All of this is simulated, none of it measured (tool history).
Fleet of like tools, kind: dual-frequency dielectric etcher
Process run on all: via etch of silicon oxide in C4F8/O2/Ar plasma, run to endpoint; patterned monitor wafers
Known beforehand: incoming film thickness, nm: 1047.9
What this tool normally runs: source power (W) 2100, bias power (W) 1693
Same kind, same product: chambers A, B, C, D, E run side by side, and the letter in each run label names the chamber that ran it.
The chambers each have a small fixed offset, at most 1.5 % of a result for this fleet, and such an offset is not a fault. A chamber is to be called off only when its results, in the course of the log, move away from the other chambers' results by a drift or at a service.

run	day	source power (W)	bias power (W)	endpoint time (s)
1E	0.292	2100	1693	209.81
2A	0.454	2100	1693	212.04
3D	0.804	2100	1693	214.39
4C	1.096	2100	1693	210.12
5B	1.308	2610	1328	209.45
6E	1.646	2610	1328	205.93
7A	1.858	2610	1328	207.17
8B	2.029	2610	1328	208.53
# day 2.254: chamber B: wet clean of the chamber
9C	2.279	2610	1328	206.8
10D	2.504	2100	1693	214.32
11D	2.679	2100	1693	212.89
# day 2.708: chamber E: wet clean of the chamber
12C	2.988	2100	1693	211.02
13B	3.242	2100	1693	215.05
14E	3.554	2100	1693	210.94
15A	3.717	2100	1693	213.31
# day 3.971: chamber A: wet clean of the chamber
16D	4.012	2450	1458	207.91
17A	4.317	2450	1458	201.75
18C	4.525	2450	1458	205.3
19B	4.862	2450	1458	210.53
20E	5.138	2450	1458	206.5
21D	5.412	2100	1693	212.88
22C	5.688	2100	1693	210.93
23B	5.883	2370	1693	204.26
24E	6.125	2370	1693	201.9
25A	6.425	2370	1693	196.32
26E	6.608	2370	1693	201.22
27B	6.95	2370	1693	202.73
28C	7.279	2100	1693	211.74
# day 7.442: chamber C: wet clean of the chamber
29A	7.475	2100	1693	205.33
# day 7.592: chamber A: source power generator calibrated
30D	7.712	2100	1693	214.34
31E	8.012	2100	1693	212.09
32D	8.246	1720	1466	241.28
33A	8.554	1720	1466	233.46
34C	8.888	1720	1466	236.32
35B	9.238	1720	1466	241.16
36B	9.446	1720	1466	241.36
37C	9.817	2100	1693	211.34
38D	9.992	2100	1693	211.59
39E	10.329	2100	1693	212.38
40A	10.662	2350	1469	205.1
41E	10.908	2350	1469	209.62
42C	11.154	2350	1469	210.49
43A	11.442	2350	1469	206.74
44D	11.817	2350	1469	210.41

All 5 chambers run these settings next. Forecast each chamber's results:
45A	12.083	2100	1693	?
45B	12.083	2100	1693	?
45C	12.083	2100	1693	?
45D	12.083	2100	1693	?
45E	12.083	2100	1693	?

run	endpoint time (s)
45A	206.41
45B	215.32
45C	210.98
45D	211.99
45E	211.33

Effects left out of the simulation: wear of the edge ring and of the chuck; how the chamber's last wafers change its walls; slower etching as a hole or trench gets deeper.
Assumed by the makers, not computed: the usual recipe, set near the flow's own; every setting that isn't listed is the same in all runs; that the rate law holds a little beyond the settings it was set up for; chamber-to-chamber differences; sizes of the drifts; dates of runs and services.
